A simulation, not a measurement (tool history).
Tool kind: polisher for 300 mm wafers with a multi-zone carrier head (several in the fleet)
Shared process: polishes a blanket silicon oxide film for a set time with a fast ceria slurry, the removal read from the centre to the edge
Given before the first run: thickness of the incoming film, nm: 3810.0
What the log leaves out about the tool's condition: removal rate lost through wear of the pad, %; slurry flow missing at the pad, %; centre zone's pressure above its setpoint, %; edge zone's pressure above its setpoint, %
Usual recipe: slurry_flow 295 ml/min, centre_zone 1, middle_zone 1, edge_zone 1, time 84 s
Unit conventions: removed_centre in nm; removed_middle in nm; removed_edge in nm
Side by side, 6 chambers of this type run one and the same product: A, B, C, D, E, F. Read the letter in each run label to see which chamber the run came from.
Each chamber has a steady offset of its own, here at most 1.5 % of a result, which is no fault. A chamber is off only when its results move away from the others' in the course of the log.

| run | hour | slurry_flow | centre_zone | middle_zone | edge_zone | time | wafers polished on this pad | hours since the slurry nozzle was cleaned | hours since the centre zone pressure was calibrated | hours since the edge zone pressure was calibrated | removed_centre | removed_middle | removed_edge |
|---|---|---|---|---|---|---|---|---|---|---|---|---|---|
|  | 8.6 | chamber F: worn pad replaced by a new one |
| 1A | 11.6 | 295 | 1 | 1 | 1 | 84 | 813 | 254.4 | 47 | 101.9 | 923.95 | 902.68 | 900.22 |
|  | 15.8 | chamber A: worn pad replaced by a new one |
| 2C | 20.8 | 295 | 1 | 1 | 1 | 84 | 1121 | 502.9 | 175.9 | 628.3 | 897.64 | 904.83 | 911.97 |
|  | 26.5 | chamber C: worn pad replaced by a new one |
| 3B | 29.6 | 295 | 1 | 1 | 1 | 84 | 761 | 116.1 | 982.7 | 1446 | 929.51 | 923.37 | 910.07 |
|  | 32.5 | chamber E: worn pad replaced by a new one |
| 4E | 36 | 295 | 1 | 1 | 1 | 84 | 37 | 231 | 508.3 | 913.9 | 924.95 | 909.5 | 918.92 |
|  | 38.6 | chamber B: worn pad replaced by a new one |
| 5D | 43.2 | 295 | 1 | 1 | 1 | 84 | 687 | 119.2 | 612.8 | 247 | 915.83 | 890.02 | 916.63 |
| 6F | 52.9 | 295 | 1 | 1 | 1 | 84 | 468 | 272.9 | 406.1 | 382.9 | 920.9 | 914.74 | 918.62 |
|  | 56.1 | chamber D: worn pad replaced by a new one |
| 7C | 64.3 | 295 | 1 | 1 | 1 | 84 | 399 | 546.4 | 219.4 | 671.8 | 932.01 | 926.88 | 910.53 |
|  | 66.2 | chamber A: slurry nozzle cleaned |
| 8B | 71.2 | 295 | 1 | 1 | 1 | 84 | 344 | 157.7 | 1024.3 | 1487.6 | 906.1 | 922.72 | 893.84 |
| 9F | 77.3 | 295 | 1 | 1 | 1 | 84 | 725 | 297.3 | 430.5 | 407.3 | 919.71 | 910.56 | 914.67 |
| 10D | 87.6 | 295 | 1 | 1 | 1 | 84 | 332 | 163.6 | 657.2 | 291.4 | 908.55 | 902.87 | 921.03 |
|  | 90.7 | chamber A: worn pad replaced by a new one |
| 11E | 95.2 | 295 | 1 | 1 | 1 | 84 | 662 | 290.2 | 567.5 | 973.1 | 940.92 | 900.66 | 915.02 |
| 12A | 101.9 | 295 | 1 | 1 | 1 | 84 | 118 | 35.7 | 137.3 | 192.2 | 902.05 | 908.37 | 907.33 |
| 13B | 109.9 | 295 | 1 | 1 | 1 | 84 | 752 | 196.4 | 1063 | 1526.3 | 927.47 | 920.51 | 907 |
|  | 110.3 | chamber F: worn pad replaced by a new one |
|  | 117.3 | chamber B: edge zone pressure recalibrated |
| 14C | 121.5 | 295 | 1 | 1 | 1 | 84 | 1002 | 603.6 | 276.6 | 729 | 921.2 | 887.02 | 898.84 |
|  | 124.8 | chamber B: worn pad replaced by a new one |
|  | 124.9 | chamber D: edge zone pressure recalibrated |
| 15D | 134.4 | 295 | 1 | 1 | 1 | 84 | 826 | 210.4 | 704 | 9.6 | 912.4 | 931.85 | 919.01 |
|  | 142.6 | chamber E: edge zone pressure recalibrated |
| 16A | 146.3 | 295 | 1 | 1 | 1 | 84 | 586 | 80.1 | 181.7 | 236.6 | 935.69 | 930.23 | 915.72 |
|  | 150.4 | chamber D: worn pad replaced by a new one |
|  | 150.7 | chamber C: worn pad replaced by a new one |
|  | 155.5 | chamber A: worn pad replaced by a new one |
| 17E | 159 | 295 | 1 | 1 | 1 | 84 | 1335 | 354 | 631.3 | 16.4 | 947.67 | 908.91 | 926.3 |
|  | 162.5 | chamber B: slurry nozzle cleaned |
| 18F | 167.8 | 295 | 1 | 1 | 1 | 84 | 606 | 387.8 | 521 | 497.8 | 907.87 | 925.87 | 928.68 |
|  | 171.2 | chamber E: worn pad replaced by a new one |
| 19F | 174 | 295 | 1 | 1 | 1 | 84 | 672 | 394 | 527.2 | 504 | 933.17 | 932.76 | 920.04 |
| 20A | 181.3 | 295 | 1 | 1 | 1 | 84 | 272 | 115.1 | 216.7 | 271.6 | 889.15 | 916.11 | 918.72 |
| 21C | 193.4 | 295 | 1 | 1 | 1 | 84 | 451 | 675.5 | 348.5 | 800.9 | 921.99 | 880.59 | 912.72 |
|  | 200.6 | chamber B: worn pad replaced by a new one |
| 22D | 206.4 | 295 | 1 | 1 | 1 | 84 | 591 | 282.4 | 776 | 81.6 | 881.91 | 925.07 | 905.26 |
|  | 209.2 | chamber E: slurry nozzle cleaned |
|  | 212.9 | chamber F: worn pad replaced by a new one |
| 23B | 219.2 | 295 | 1 | 1 | 1 | 84 | 196 | 56.8 | 1172.3 | 101.9 | 903.69 | 908.34 | 897.88 |
|  | 229.3 | chamber A: worn pad replaced by a new one |
| 24E | 229.5 | 295 | 1 | 1 | 1 | 84 | 616 | 20.3 | 701.8 | 86.9 | 903.47 | 912.61 | 937.87 |
|  | 237.4 | chamber D: worn pad replaced by a new one |
| 25E | 238 | 295 | 1 | 1 | 1 | 84 | 705 | 28.8 | 710.3 | 95.4 | 948.76 | 919.05 | 935.97 |
| 26A | 246.7 | 295 | 1 | 1 | 1 | 84 | 184 | 180.5 | 282.1 | 337 | 932.44 | 913.38 | 909.27 |
| 27F | 258.4 | 295 | 1 | 1 | 1 | 84 | 480 | 478.4 | 611.6 | 588.4 | 920.47 | 902.08 | 905.33 |
|  | 261.5 | chamber B: centre zone pressure recalibrated |
|  | 265.7 | chamber C: worn pad replaced by a new one |
| 28B | 268 | 295 | 1 | 1 | 1 | 105 | 711 | 105.6 | 6.6 | 150.7 | 1171.4 | 1160.9 | 1145.3 |
| 29C | 274.4 | 295 | 1 | 1 | 1 | 105 | 92 | 756.5 | 429.5 | 881.9 | 1151.6 | 1137.4 | 1144.2 |
|  | 282.3 | chamber B: worn pad replaced by a new one |
| 30D | 287.3 | 295 | 1 | 1 | 1 | 105 | 527 | 363.3 | 856.9 | 162.5 | 1140.9 | 1167.9 | 1147.1 |
| 31C | 293.6 | 295 | 1 | 1 | 1 | 105 | 295 | 775.7 | 448.7 | 901.1 | 1162.1 | 1167.4 | 1147.8 |
| 32A | 300.4 | 295 | 1 | 1 | 1 | 105 | 751 | 234.2 | 335.8 | 390.7 | 1137.7 | 1135.5 | 1132.3 |
|  | 303.6 | chamber E: worn pad replaced by a new one |
| 33D | 308.6 | 295 | 1 | 1 | 1 | 105 | 751 | 384.6 | 878.2 | 183.8 | 1124.5 | 1137.5 | 1154.5 |
|  | 313.8 | chamber D: worn pad replaced by a new one |
| 34E | 315.2 | 295 | 1 | 1 | 1 | 84 | 122 | 106 | 787.5 | 172.6 | 919.44 | 910.31 | 918.06 |
| 35F | 322.7 | 295 | 1 | 1 | 1 | 84 | 1158 | 542.7 | 675.9 | 652.7 | 937.13 | 910.49 | 931.73 |
|  | 326.9 | chamber F: worn pad replaced by a new one |
| 36B | 335.3 | 295 | 1 | 1 | 1 | 84 | 559 | 172.9 | 73.9 | 218 | 948.11 | 934.13 | 913.38 |
|  | 345 | chamber F: centre zone pressure recalibrated |
| 37C | 346.9 | 295 | 1 | 1.06 | 1 | 95 | 857 | 829 | 502 | 954.4 | 1030.1 | 1104.8 | 1032.3 |
| 38D | 353.5 | 295 | 1 | 1.06 | 1 | 95 | 419 | 429.5 | 923.1 | 228.7 | 1044.5 | 1094.3 | 1030.3 |
| 39F | 362.8 | 295 | 1 | 1.06 | 1 | 95 | 379 | 582.8 | 17.9 | 692.8 | 1008.7 | 1092.1 | 1033.3 |

All chambers now run identical settings, listed one chamber a line with results as question marks. What results will each chamber show?
| 40A | 372.3 | 295 | 1 | 1 | 1 | 84 |  |  |  |  | ? | ? | ? |
| 40B | 372.3 | 295 | 1 | 1 | 1 | 84 |  |  |  |  | ? | ? | ? |
| 40C | 372.3 | 295 | 1 | 1 | 1 | 84 |  |  |  |  | ? | ? | ? |
| 40D | 372.3 | 295 | 1 | 1 | 1 | 84 |  |  |  |  | ? | ? | ? |
| 40E | 372.3 | 295 | 1 | 1 | 1 | 84 |  |  |  |  | ? | ? | ? |
| 40F | 372.3 | 295 | 1 | 1 | 1 | 84 |  |  |  |  | ? | ? | ? |

| run | removed_centre | removed_middle | removed_edge |
|---|---|---|---|
| 40A | 903.62 | 904.15 | 908.02 |
| 40B | 908.3 | 938.97 | 897.35 |
| 40C | 919.22 | 910.26 | 899.99 |
| 40D | 915.61 | 915.03 | 924.83 |
| 40E | 920.76 | 918.23 | 903.93 |
| 40F | 906.02 | 918.31 | 919.76 |
